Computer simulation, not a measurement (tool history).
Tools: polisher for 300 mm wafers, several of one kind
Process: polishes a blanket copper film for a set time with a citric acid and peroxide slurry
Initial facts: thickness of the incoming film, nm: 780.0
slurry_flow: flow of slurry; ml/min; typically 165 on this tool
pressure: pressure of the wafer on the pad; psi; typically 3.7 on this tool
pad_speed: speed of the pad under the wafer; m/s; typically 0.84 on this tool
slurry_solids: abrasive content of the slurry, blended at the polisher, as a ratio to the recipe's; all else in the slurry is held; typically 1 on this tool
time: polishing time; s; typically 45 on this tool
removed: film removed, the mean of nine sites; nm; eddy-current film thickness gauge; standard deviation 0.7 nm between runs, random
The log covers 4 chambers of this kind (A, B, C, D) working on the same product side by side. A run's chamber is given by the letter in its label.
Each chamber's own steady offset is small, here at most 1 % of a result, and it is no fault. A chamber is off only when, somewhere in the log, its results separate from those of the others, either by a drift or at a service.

run   hour  slurry_flow  pressure  pad_speed  slurry_solids  time  wafers polished on this pad  hours since the slurry nozzle was cleaned  hours since the head pressure was calibrated  hours since the slurry blender was calibrated  removed
       2.5  -- chamber D: worn pad replaced by a new one
       3.4  -- chamber B: worn pad replaced by a new one
 1D    5.5          165       3.7       0.84              1    45                           33                                      201.4                                         664.5                                           63.1   112.97
 2B   10.7          165       3.7       0.84              1    45                           81                                      182.1                                         761.5                                          167.7   112.71
      11.2  -- chamber A: slurry nozzle cleaned
      16.5  -- chamber C: worn pad replaced by a new one
 3C   17.9          165       3.7       0.84              1    45                           15                                      363.8                                         544.8                                          232.9   112.63
      18.3  -- chamber D: slurry nozzle cleaned
 4A   25.7          165       3.7       0.84              1    45                         1451                                       14.5                                         542.3                                           35.3   113.56
      30.7  -- chamber A: worn pad replaced by a new one
 5C   32.5          165       3.7       0.84              1    45                          177                                      378.4                                         559.4                                          247.5   112.75
 6B   39.7          165       3.7       0.84              1    45                          402                                      211.1                                         790.5                                          196.7   112.36
 7A   48.6          165       3.7       0.84              1    45                          198                                       37.4                                         565.2                                           58.2   112.27
 8D   57.1          165       3.7       0.84              1    45                          605                                       38.9                                         716.1                                          114.7   112.44
      64.9  -- chamber D: slurry blender recalibrated
 9D   65.8          165       3.7       0.84              1    45                          701                                       47.6                                         724.8                                              1   111.54
10C   70.7          165       2.5       0.84              1    45                          600                                      416.6                                         597.6                                          285.7   76.733
11A   75.8          165       2.5       0.84              1    45                          499                                       64.6                                         592.4                                           85.4   77.538
12B   80.8          165       2.5       0.84              1    45                          857                                      252.2                                         831.6                                          237.8    75.65
13B   88.6          165       2.5       0.84              1    45                          943                                        260                                         839.4                                          245.6    75.98
14D   93.4          165       3.7       0.84              1    45                         1007                                       75.2                                         752.4                                           28.6   111.41
      96.8  -- chamber D: worn pad replaced by a new one
15C   98.4          165       3.7       1.06              1    45                          907                                      444.3                                         625.3                                          313.4    140.7
16A  104.5          165       3.7       1.06              1    45                          817                                       93.3                                         621.1                                          114.1   141.68
     108.9  -- chamber B: head pressure recalibrated
     110.1  -- chamber B: worn pad replaced by a new one
17C  110.7          165       3.7       1.06              1    45                         1043                                      456.6                                         637.6                                          325.7   140.95
18D  116.3          165       3.7       1.06              1    45                          216                                       98.1                                         775.3                                           51.5   141.47
19A  125.3          165       3.7       0.84              1    45                         1047                                      114.1                                         641.9                                          134.9   112.59
20B  129.9          165       3.7       0.84              1    45                          220                                      301.3                                            21                                          286.9   109.43
21D  135.4          165       3.7       0.68              1    51                          427                                      117.2                                         794.4                                           70.6   103.58
     138.3  -- chamber C: worn pad replaced by a new one
22A  142.7          165       3.7       0.68              1    51                         1240                                      131.5                                         659.3                                          152.3   104.19
23C  149.2          165       3.7       0.68              1    51                          121                                      495.1                                         676.1                                          364.2   104.65
24B  153.4          165       3.7       0.68              1    51                          480                                      324.8                                          44.5                                          310.4   99.724
25B  158.3          165       3.7       0.84              1    45                          534                                      329.7                                          49.4                                          315.3    107.8
26C  167.8          165       3.7       0.84              1    45                          327                                      513.7                                         694.7                                          382.8   113.94
     169.3  -- chamber A: worn pad replaced by a new one
     170.2  -- chamber D: slurry blender recalibrated
27D  176.9          165       3.7       0.84              1    45                          887                                      158.7                                         835.9                                            6.7   111.23
28A  181.6          165       3.7       0.84              1    45                          137                                      170.4                                         698.2                                          191.2   112.74

All chambers now run identical settings, listed one chamber a line with results as question marks. What results will each chamber show?
29A  188.6          190       3.7       0.84              1    45                                                                                                                                                                             ?
29B  188.6          190       3.7       0.84              1    45                                                                                                                                                                             ?
29C  188.6          190       3.7       0.84              1    45                                                                                                                                                                             ?
29D  188.6          190       3.7       0.84              1    45                                                                                                                                                                             ?

run  removed
29A   114.69
29B   110.39
29C   115.26
29D   115.11
